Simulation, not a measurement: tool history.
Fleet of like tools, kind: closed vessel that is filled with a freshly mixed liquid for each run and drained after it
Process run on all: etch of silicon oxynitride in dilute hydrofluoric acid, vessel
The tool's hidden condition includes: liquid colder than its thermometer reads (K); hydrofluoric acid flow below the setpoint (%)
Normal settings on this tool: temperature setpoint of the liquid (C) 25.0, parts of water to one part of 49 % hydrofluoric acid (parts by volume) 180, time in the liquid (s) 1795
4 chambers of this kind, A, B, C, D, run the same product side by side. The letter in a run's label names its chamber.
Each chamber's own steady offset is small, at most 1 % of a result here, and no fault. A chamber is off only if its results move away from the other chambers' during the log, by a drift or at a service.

run,hour,temperature setpoint of the liquid (C),parts of water to one part of 49 % hydrofluoric acid (parts by volume),time in the liquid (s),hours since the thermometer was replaced,hours since the hydrofluoric acid flow meter was replaced,"read-back film thickness of the silicon oxynitride reference wafer, read on the same gauge (nm)",thickness taken off the silicon oxynitride on a monitor wafer (angstrom)
1A,13.1,25.0,180,1795,72.6,924.3,39.994,187.530
2D,26.1,25.0,180,1795,1429.2,1461.3,40.008,182.980
3B,34.0,25.0,180,1795,140.7,1422.5,39.946,189.270
4C,41.0,25.0,180,1795,1099.0,484.8,40.022,182.340
5D,47.6,25.0,180,1795,1450.7,1482.8,39.999,185.330
6A,55.4,21.0,180,920,114.9,966.6,39.997,80.071
7B,67.0,21.0,180,920,173.7,1455.5,39.954,80.084
8C,77.3,21.0,180,920,1135.3,521.1,39.972,78.736
9C,87.6,21.0,180,920,1145.6,531.4,40.062,79.717
10B,100.2,25.0,180,1795,206.9,1488.7,40.029,185.860
# hour 102.9: chamber D: hydrofluoric acid flow meter replaced
11D,113.9,25.0,180,1795,1517.0,11.0,39.974,186.710
12A,125.3,25.0,180,1795,184.8,1036.5,39.975,186.150
13C,137.9,25.0,105,2790,1195.9,581.7,40.013,522.900
14A,149.6,25.0,105,2790,209.1,1060.8,40.013,552.300
15B,161.2,25.0,105,2790,267.9,1549.7,39.970,528.610
16D,171.6,25.0,105,2790,1574.7,68.7,40.006,531.090
17C,185.1,29.5,180,2210,1243.1,628.9,40.079,275.450
18B,193.3,29.5,180,2210,300.0,1581.8,39.964,281.330
19A,200.4,29.5,180,2210,259.9,1111.6,40.019,279.890
# hour 206.2: chamber C: hydrofluoric acid flow meter replaced
20D,209.6,29.5,180,2210,1612.7,106.7,39.959,276.930
21A,222.9,25.0,125,2690,282.4,1134.1,39.990,428.910
22B,232.0,25.0,125,2690,338.7,1620.5,39.996,421.820
23D,241.3,25.0,125,2690,1644.4,138.4,39.964,407.620
24C,249.2,25.0,125,2690,1307.2,43.1,39.973,414.340
25A,263.2,25.0,180,1795,322.7,1174.4,40.006,189.180
26D,276.7,25.0,180,1795,1679.8,173.8,39.979,179.020
27C,286.4,25.0,180,1795,1344.4,80.3,40.009,183.970
28B,298.2,25.0,180,1795,404.9,1686.7,39.974,188.130
29A,312.3,25.0,180,1795,371.8,1223.5,40.041,187.070
30B,321.3,25.0,180,1795,428.0,1709.8,40.001,188.550
31D,334.7,25.0,180,1795,1737.8,231.8,39.987,177.990
32C,344.6,25.0,265,1795,1402.6,138.5,39.997,119.790
33B,355.9,25.0,265,1795,462.6,1744.4,40.016,120.730
34D,362.2,25.0,265,1795,1765.3,259.3,40.011,111.930
35A,371.3,25.0,265,1795,430.8,1282.5,40.024,121.220
36C,382.1,25.0,225,1795,1440.1,176.0,40.000,145.080
37B,395.0,25.0,225,1795,501.7,1783.5,40.014,144.110
38D,408.0,25.0,225,1795,1811.1,305.1,40.035,134.530
39A,419.3,25.0,225,1795,478.8,1330.5,40.028,144.420
40C,430.5,25.0,180,1795,1488.5,224.4,39.998,188.060
41B,442.4,25.0,180,1795,549.1,1830.9,39.978,187.690
42A,450.9,25.0,180,1795,510.4,1362.1,40.002,187.900

Next, all 4 chambers run the settings below, one line each with question marks for the results. What does each chamber give?
43A,461.2,25.0,145,1795,,,,?
43B,461.2,25.0,145,1795,,,,?
43C,461.2,25.0,145,1795,,,,?
43D,461.2,25.0,145,1795,,,,?

run,thickness taken off the silicon oxynitride on a monitor wafer (angstrom)
43A,239.410
43B,238.770
43C,237.180
43D,219.460

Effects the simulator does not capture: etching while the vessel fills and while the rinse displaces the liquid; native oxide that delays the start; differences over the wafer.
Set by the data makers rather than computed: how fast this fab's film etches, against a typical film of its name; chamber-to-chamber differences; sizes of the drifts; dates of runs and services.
